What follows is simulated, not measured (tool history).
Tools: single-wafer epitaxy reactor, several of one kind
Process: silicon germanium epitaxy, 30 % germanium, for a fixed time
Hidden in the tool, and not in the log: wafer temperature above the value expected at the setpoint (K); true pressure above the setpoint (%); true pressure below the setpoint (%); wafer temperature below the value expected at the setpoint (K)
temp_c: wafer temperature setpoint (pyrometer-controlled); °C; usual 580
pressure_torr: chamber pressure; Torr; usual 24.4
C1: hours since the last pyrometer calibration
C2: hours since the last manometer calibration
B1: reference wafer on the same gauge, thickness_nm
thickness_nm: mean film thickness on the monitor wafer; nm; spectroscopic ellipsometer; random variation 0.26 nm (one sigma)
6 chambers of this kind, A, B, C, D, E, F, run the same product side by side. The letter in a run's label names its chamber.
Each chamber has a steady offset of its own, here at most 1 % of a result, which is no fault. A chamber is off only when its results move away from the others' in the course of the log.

{"run": "1E", "hour": 9.9, "temp_c": 580, "pressure_torr": 24.4, "C1": 1174.2, "C2": 955.7, "B1": 51.637, "thickness_nm": 43.658}
{"run": "2A", "hour": 19.5, "temp_c": 580, "pressure_torr": 24.4, "C1": 820, "C2": 1026.7, "B1": 51.502, "thickness_nm": 43.806}
{"run": "3F", "hour": 25.1, "temp_c": 580, "pressure_torr": 24.4, "C1": 1495.7, "C2": 879, "B1": 51.688, "thickness_nm": 44.181}
{"run": "4C", "hour": 33.3, "temp_c": 580, "pressure_torr": 24.4, "C1": 1757.6, "C2": 175.7, "B1": 51.639, "thickness_nm": 43.728}
{"run": "5B", "hour": 39.8, "temp_c": 580, "pressure_torr": 24.4, "C1": 531.2, "C2": 452.5, "B1": 51.601, "thickness_nm": 43.877}
{"run": "6D", "hour": 46.6, "temp_c": 580, "pressure_torr": 24.4, "C1": 2731.6, "C2": 1279, "B1": 51.506, "thickness_nm": 44.43}
{"run": "7A", "hour": 55.8, "temp_c": 590, "pressure_torr": 24.4, "C1": 856.3, "C2": 1063, "B1": 51.539, "thickness_nm": 52.953}
{"run": "8C", "hour": 64.1, "temp_c": 590, "pressure_torr": 24.4, "C1": 1788.4, "C2": 206.5, "B1": 51.638, "thickness_nm": 53.343}
{"run": "9F", "hour": 75.4, "temp_c": 590, "pressure_torr": 24.4, "C1": 1546, "C2": 929.3, "B1": 51.609, "thickness_nm": 52.394}
{"run": "10B", "hour": 85.4, "temp_c": 590, "pressure_torr": 24.4, "C1": 576.8, "C2": 498.1, "B1": 51.574, "thickness_nm": 52.75}
{"run": "11E", "hour": 90.8, "temp_c": 590, "pressure_torr": 24.4, "C1": 1255.1, "C2": 1036.6, "B1": 51.566, "thickness_nm": 53.152}
{"run": "12D", "hour": 96.3, "temp_c": 590, "pressure_torr": 24.4, "C1": 2781.3, "C2": 1328.7, "B1": 51.679, "thickness_nm": 53.223}
{"run": "13F", "hour": 107.4, "temp_c": 580, "pressure_torr": 24.4, "C1": 1578, "C2": 961.3, "B1": 51.512, "thickness_nm": 43.515}
{"run": "14D", "hour": 114.9, "temp_c": 580, "pressure_torr": 24.4, "C1": 2799.9, "C2": 1347.3, "B1": 51.559, "thickness_nm": 44.32}
{"run": "15C", "hour": 120.9, "temp_c": 580, "pressure_torr": 24.4, "C1": 1845.2, "C2": 263.3, "B1": 51.691, "thickness_nm": 44.249}
{"run": "16B", "hour": 127.7, "temp_c": 580, "pressure_torr": 24.4, "C1": 619.1, "C2": 540.4, "B1": 51.566, "thickness_nm": 44.434}
{"run": "17A", "hour": 135.7, "temp_c": 567, "pressure_torr": 30, "C1": 936.2, "C2": 1142.9, "B1": 51.532, "thickness_nm": 36.698}
{"run": "18E", "hour": 144.9, "temp_c": 567, "pressure_torr": 30, "C1": 1309.2, "C2": 1090.7, "B1": 51.616, "thickness_nm": 37.402}
{"run": "19E", "hour": 150.7, "temp_c": 567, "pressure_torr": 30, "C1": 1315, "C2": 1096.5, "B1": 51.545, "thickness_nm": 37.608}
{"run": "20B", "hour": 160.5, "temp_c": 567, "pressure_torr": 30, "C1": 651.9, "C2": 573.2, "B1": 51.58, "thickness_nm": 36.831}
{"run": "21D", "hour": 171.0, "temp_c": 567, "pressure_torr": 30, "C1": 2856, "C2": 1403.4, "B1": 51.64, "thickness_nm": 37.507}
{"run": "22F", "hour": 181.9, "temp_c": 567, "pressure_torr": 30, "C1": 1652.5, "C2": 1035.8, "B1": 51.567, "thickness_nm": 36.802}
{"run": "23C", "hour": 189.8, "temp_c": 580, "pressure_torr": 24.4, "C1": 1914.1, "C2": 332.2, "B1": 51.575, "thickness_nm": 43.858}
{"run": "24A", "hour": 200.5, "temp_c": 580, "pressure_torr": 24.4, "C1": 1001, "C2": 1207.7, "B1": 51.568, "thickness_nm": 43.754}
{"run": "25D", "hour": 207.8, "temp_c": 580, "pressure_torr": 24.4, "C1": 2892.8, "C2": 1440.2, "B1": 51.605, "thickness_nm": 44.004}
{"hour": 213.1, "done": "chamber C: pyrometer calibrated"}
{"run": "26E", "hour": 216.1, "temp_c": 580, "pressure_torr": 28.4, "C1": 1380.4, "C2": 1161.9, "B1": 51.584, "thickness_nm": 46.366}
{"run": "27F", "hour": 225.0, "temp_c": 580, "pressure_torr": 28.4, "C1": 1695.6, "C2": 1078.9, "B1": 51.661, "thickness_nm": 45.378}
{"run": "28B", "hour": 230.7, "temp_c": 580, "pressure_torr": 28.4, "C1": 722.1, "C2": 643.4, "B1": 51.639, "thickness_nm": 46.642}
{"run": "29A", "hour": 240.7, "temp_c": 580, "pressure_torr": 28.4, "C1": 1041.2, "C2": 1247.9, "B1": 51.591, "thickness_nm": 46.194}
{"run": "30C", "hour": 250.4, "temp_c": 580, "pressure_torr": 28.4, "C1": 37.3, "C2": 392.8, "B1": 51.579, "thickness_nm": 47.471}
{"run": "31E", "hour": 256.0, "temp_c": 580, "pressure_torr": 28.4, "C1": 1420.3, "C2": 1201.8, "B1": 51.597, "thickness_nm": 46.813}
{"run": "32C", "hour": 263.4, "temp_c": 580, "pressure_torr": 24.4, "C1": 50.3, "C2": 405.8, "B1": 51.625, "thickness_nm": 43.987}
{"run": "33B", "hour": 270.5, "temp_c": 580, "pressure_torr": 24.4, "C1": 761.9, "C2": 683.2, "B1": 51.624, "thickness_nm": 43.9}
{"run": "34D", "hour": 275.7, "temp_c": 580, "pressure_torr": 24.4, "C1": 2960.7, "C2": 1508.1, "B1": 51.618, "thickness_nm": 44.524}
{"hour": 285.4, "done": "chamber A: pyrometer calibrated"}
{"run": "35A", "hour": 286.2, "temp_c": 580, "pressure_torr": 24.4, "C1": 0.8, "C2": 1293.4, "B1": 51.617, "thickness_nm": 44.282}
{"run": "36F", "hour": 295.3, "temp_c": 580, "pressure_torr": 24.4, "C1": 1765.9, "C2": 1149.2, "B1": 51.649, "thickness_nm": 41.894}
{"run": "37F", "hour": 302.6, "temp_c": 580, "pressure_torr": 24.4, "C1": 1773.2, "C2": 1156.5, "B1": 51.588, "thickness_nm": 42.286}
{"run": "38B", "hour": 311.3, "temp_c": 580, "pressure_torr": 24.4, "C1": 802.7, "C2": 724, "B1": 51.615, "thickness_nm": 43.724}
{"run": "39D", "hour": 317.7, "temp_c": 580, "pressure_torr": 24.4, "C1": 3002.7, "C2": 1550.1, "B1": 51.614, "thickness_nm": 44.716}
{"run": "40E", "hour": 325.4, "temp_c": 580, "pressure_torr": 24.4, "C1": 1489.7, "C2": 1271.2, "B1": 51.581, "thickness_nm": 43.606}

What goes on in this fleet: one chamber off, a drifting gauge, or nothing beyond the chambers' own small offsets? Name the chamber and the cause, if any.

Chamber F drifts away from the others.
Cause: wafer temperature below the value expected at the setpoint (K) = 2.49.

Here are 4 candidates for chamber F's next run, each the usual settings with a change, their results left as question marks. Which one brings its results back in line with what the others give on the usual settings?
In line means no further than this from the other chambers' mean on the usual settings: thickness_nm 0.9 nm
{"run": "41F-1", "hour": 333.9, "temp_c": 583, "pressure_torr": 24.4, "thickness_nm": "?"}
{"run": "41F-2", "hour": 333.9, "temp_c": 581, "pressure_torr": 24.5, "thickness_nm": "?"}
{"run": "41F-3", "hour": 333.9, "temp_c": 579, "pressure_torr": 24.4, "thickness_nm": "?"}
{"run": "41F-4", "hour": 333.9, "temp_c": 580, "pressure_torr": 21.1, "thickness_nm": "?"}

The other chambers' mean on the usual settings: thickness_nm 44.056 nm
run=41F-1 thickness_nm=44.135
run=41F-2 thickness_nm=42.57
run=41F-3 thickness_nm=40.92
run=41F-4 thickness_nm=39.351
41F-1 brings the chamber back in line.

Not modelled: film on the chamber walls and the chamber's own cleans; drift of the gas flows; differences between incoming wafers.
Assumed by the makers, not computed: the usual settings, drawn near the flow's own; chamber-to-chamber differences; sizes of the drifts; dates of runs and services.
